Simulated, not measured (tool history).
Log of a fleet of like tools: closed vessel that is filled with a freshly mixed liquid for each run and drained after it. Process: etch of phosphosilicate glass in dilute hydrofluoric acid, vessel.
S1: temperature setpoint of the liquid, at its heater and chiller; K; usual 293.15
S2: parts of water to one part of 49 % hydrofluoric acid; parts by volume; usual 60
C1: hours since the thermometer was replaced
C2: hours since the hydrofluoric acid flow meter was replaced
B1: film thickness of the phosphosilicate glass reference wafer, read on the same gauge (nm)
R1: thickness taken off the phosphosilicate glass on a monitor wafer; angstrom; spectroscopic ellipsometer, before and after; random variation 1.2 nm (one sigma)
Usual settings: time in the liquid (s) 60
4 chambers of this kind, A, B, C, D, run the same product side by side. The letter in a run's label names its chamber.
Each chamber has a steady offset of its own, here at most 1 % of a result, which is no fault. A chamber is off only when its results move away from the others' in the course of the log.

{"run": "1B", "hour": 9.2, "S1": 293.15, "S2": 60, "time in the liquid (s)": 60, "C1": 171.1, "C2": 1188.6, "B1": 150.0, "R1": 1786.7}
{"run": "2C", "hour": 16.7, "S1": 293.15, "S2": 60, "time in the liquid (s)": 60, "C1": 381.0, "C2": 1762.7, "B1": 150.08, "R1": 1773.0}
{"run": "3D", "hour": 24.1, "S1": 293.15, "S2": 60, "time in the liquid (s)": 60, "C1": 1451.4, "C2": 561.5, "B1": 150.02, "R1": 1743.9}
{"run": "4A", "hour": 36.7, "S1": 293.15, "S2": 60, "time in the liquid (s)": 60, "C1": 666.8, "C2": 302.0, "B1": 150.03, "R1": 1752.0}
{"run": "5B", "hour": 48.0, "S1": 293.15, "S2": 50, "time in the liquid (s)": 80, "C1": 209.9, "C2": 1227.4, "B1": 150.01, "R1": 2881.0}
{"run": "6D", "hour": 54.5, "S1": 293.15, "S2": 50, "time in the liquid (s)": 80, "C1": 1481.8, "C2": 591.9, "B1": 150.01, "R1": 2840.2}
{"run": "7C", "hour": 64.3, "S1": 293.15, "S2": 50, "time in the liquid (s)": 80, "C1": 428.6, "C2": 1810.3, "B1": 150.0, "R1": 2867.4}
{"run": "8A", "hour": 72.7, "S1": 293.15, "S2": 50, "time in the liquid (s)": 80, "C1": 702.8, "C2": 338.0, "B1": 150.0, "R1": 2797.2}
{"run": "9A", "hour": 81.3, "S1": 293.15, "S2": 60, "time in the liquid (s)": 60, "C1": 711.4, "C2": 346.6, "B1": 150.02, "R1": 1772.1}
{"run": "10C", "hour": 95.9, "S1": 293.15, "S2": 60, "time in the liquid (s)": 60, "C1": 460.2, "C2": 1841.9, "B1": 150.03, "R1": 1756.7}
{"run": "11D", "hour": 105.3, "S1": 293.15, "S2": 60, "time in the liquid (s)": 60, "C1": 1532.6, "C2": 642.7, "B1": 150.03, "R1": 1760.6}
{"run": "12B", "hour": 114.3, "S1": 293.15, "S2": 60, "time in the liquid (s)": 60, "C1": 276.2, "C2": 1293.7, "B1": 150.04, "R1": 1749.9}
{"hour": 120.7, "done": "chamber C: hydrofluoric acid flow meter replaced"}
{"run": "13B", "hour": 123.1, "S1": 293.15, "S2": 60, "time in the liquid (s)": 60, "C1": 285.0, "C2": 1302.5, "B1": 149.97, "R1": 1730.2}
{"run": "14A", "hour": 137.8, "S1": 293.15, "S2": 60, "time in the liquid (s)": 60, "C1": 767.9, "C2": 403.1, "B1": 149.95, "R1": 1770.6}
{"run": "15D", "hour": 152.6, "S1": 293.15, "S2": 60, "time in the liquid (s)": 60, "C1": 1579.9, "C2": 690.0, "B1": 149.99, "R1": 1762.7}
{"run": "16C", "hour": 160.6, "S1": 293.15, "S2": 60, "time in the liquid (s)": 60, "C1": 524.9, "C2": 39.9, "B1": 150.0, "R1": 1803.2}
{"run": "17D", "hour": 171.4, "S1": 293.15, "S2": 60, "time in the liquid (s)": 60, "C1": 1598.7, "C2": 708.8, "B1": 149.97, "R1": 1765.5}
{"run": "18B", "hour": 184.9, "S1": 293.15, "S2": 60, "time in the liquid (s)": 60, "C1": 346.8, "C2": 1364.3, "B1": 149.99, "R1": 1721.7}
{"run": "19A", "hour": 196.6, "S1": 293.15, "S2": 60, "time in the liquid (s)": 60, "C1": 826.7, "C2": 461.9, "B1": 149.98, "R1": 1747.6}
{"run": "20C", "hour": 206.5, "S1": 293.15, "S2": 60, "time in the liquid (s)": 60, "C1": 570.8, "C2": 85.8, "B1": 149.99, "R1": 1792.1}
{"hour": 207.4, "done": "chamber A: thermometer replaced"}
{"run": "21A", "hour": 217.2, "S1": 293.15, "S2": 60, "time in the liquid (s)": 60, "C1": 9.9, "C2": 482.5, "B1": 150.02, "R1": 1741.7}
{"run": "22B", "hour": 224.2, "S1": 293.15, "S2": 60, "time in the liquid (s)": 60, "C1": 386.1, "C2": 1403.6, "B1": 150.0, "R1": 1693.9}
{"run": "23D", "hour": 237.4, "S1": 293.15, "S2": 60, "time in the liquid (s)": 60, "C1": 1664.7, "C2": 774.8, "B1": 150.04, "R1": 1765.3}
{"run": "24C", "hour": 245.6, "S1": 293.15, "S2": 60, "time in the liquid (s)": 60, "C1": 609.9, "C2": 124.9, "B1": 149.99, "R1": 1774.4}
{"run": "25B", "hour": 257.0, "S1": 293.15, "S2": 90, "time in the liquid (s)": 60, "C1": 418.9, "C2": 1436.4, "B1": 150.0, "R1": 1100.3}
{"run": "26D", "hour": 266.4, "S1": 293.15, "S2": 90, "time in the liquid (s)": 60, "C1": 1693.7, "C2": 803.8, "B1": 150.0, "R1": 1130.0}
{"run": "27C", "hour": 274.2, "S1": 293.15, "S2": 90, "time in the liquid (s)": 60, "C1": 638.5, "C2": 153.5, "B1": 150.03, "R1": 1142.8}
{"hour": 281.2, "done": "chamber D: thermometer replaced"}
{"run": "28A", "hour": 282.1, "S1": 293.15, "S2": 90, "time in the liquid (s)": 60, "C1": 74.8, "C2": 547.4, "B1": 150.0, "R1": 1139.7}
{"hour": 287.3, "done": "chamber A: hydrofluoric acid flow meter replaced"}
{"run": "29B", "hour": 292.5, "S1": 293.15, "S2": 60, "time in the liquid (s)": 60, "C1": 454.4, "C2": 1471.9, "B1": 149.99, "R1": 1658.8}
{"run": "30C", "hour": 302.7, "S1": 293.15, "S2": 60, "time in the liquid (s)": 60, "C1": 667.0, "C2": 182.0, "B1": 150.03, "R1": 1782.1}
{"run": "31A", "hour": 315.1, "S1": 293.15, "S2": 60, "time in the liquid (s)": 60, "C1": 107.8, "C2": 27.9, "B1": 149.99, "R1": 1777.9}
{"run": "32D", "hour": 325.2, "S1": 293.15, "S2": 60, "time in the liquid (s)": 60, "C1": 44.1, "C2": 862.6, "B1": 150.03, "R1": 1738.5}
{"run": "33B", "hour": 333.9, "S1": 293.15, "S2": 60, "time in the liquid (s)": 60, "C1": 495.8, "C2": 1513.3, "B1": 149.99, "R1": 1664.2}
{"run": "34A", "hour": 341.8, "S1": 293.15, "S2": 85, "time in the liquid (s)": 80, "C1": 134.5, "C2": 54.6, "B1": 149.99, "R1": 1636.2}

What goes on in this fleet: one chamber off, a drifting gauge, or nothing beyond the chambers' own small offsets? Name the chamber and the cause, if any.

Chamber B drifts away from the others.
Cause: liquid colder than its thermometer reads (K) = 2.13.
The log may not tell that from: hydrofluoric acid flow below the setpoint (%).

Here are 4 candidates for chamber B's next run, each the usual settings with a change, their results left as question marks. Which one brings its results back in line with what the others give on the usual settings?
In line means no further than this from the other chambers' mean on the usual settings: R1 41.0 angstrom
{"run": "35B-1", "hour": 352.6, "S1": 293.15, "S2": 60, "time in the liquid (s)": 65, "R1": "?"}
{"run": "35B-2", "hour": 352.6, "S1": 291.15, "S2": 60, "time in the liquid (s)": 60, "R1": "?"}
{"run": "35B-3", "hour": 352.6, "S1": 293.15, "S2": 55, "time in the liquid (s)": 65, "R1": "?"}
{"run": "35B-4", "hour": 352.6, "S1": 293.15, "S2": 70, "time in the liquid (s)": 60, "R1": "?"}

The other chambers' mean on the usual settings: R1 1769.9 angstrom
run=35B-1 R1=1760.6
run=35B-2 R1=1492.4
run=35B-3 R1=1928.7
run=35B-4 R1=1380.5
35B-1 brings the chamber back in line.
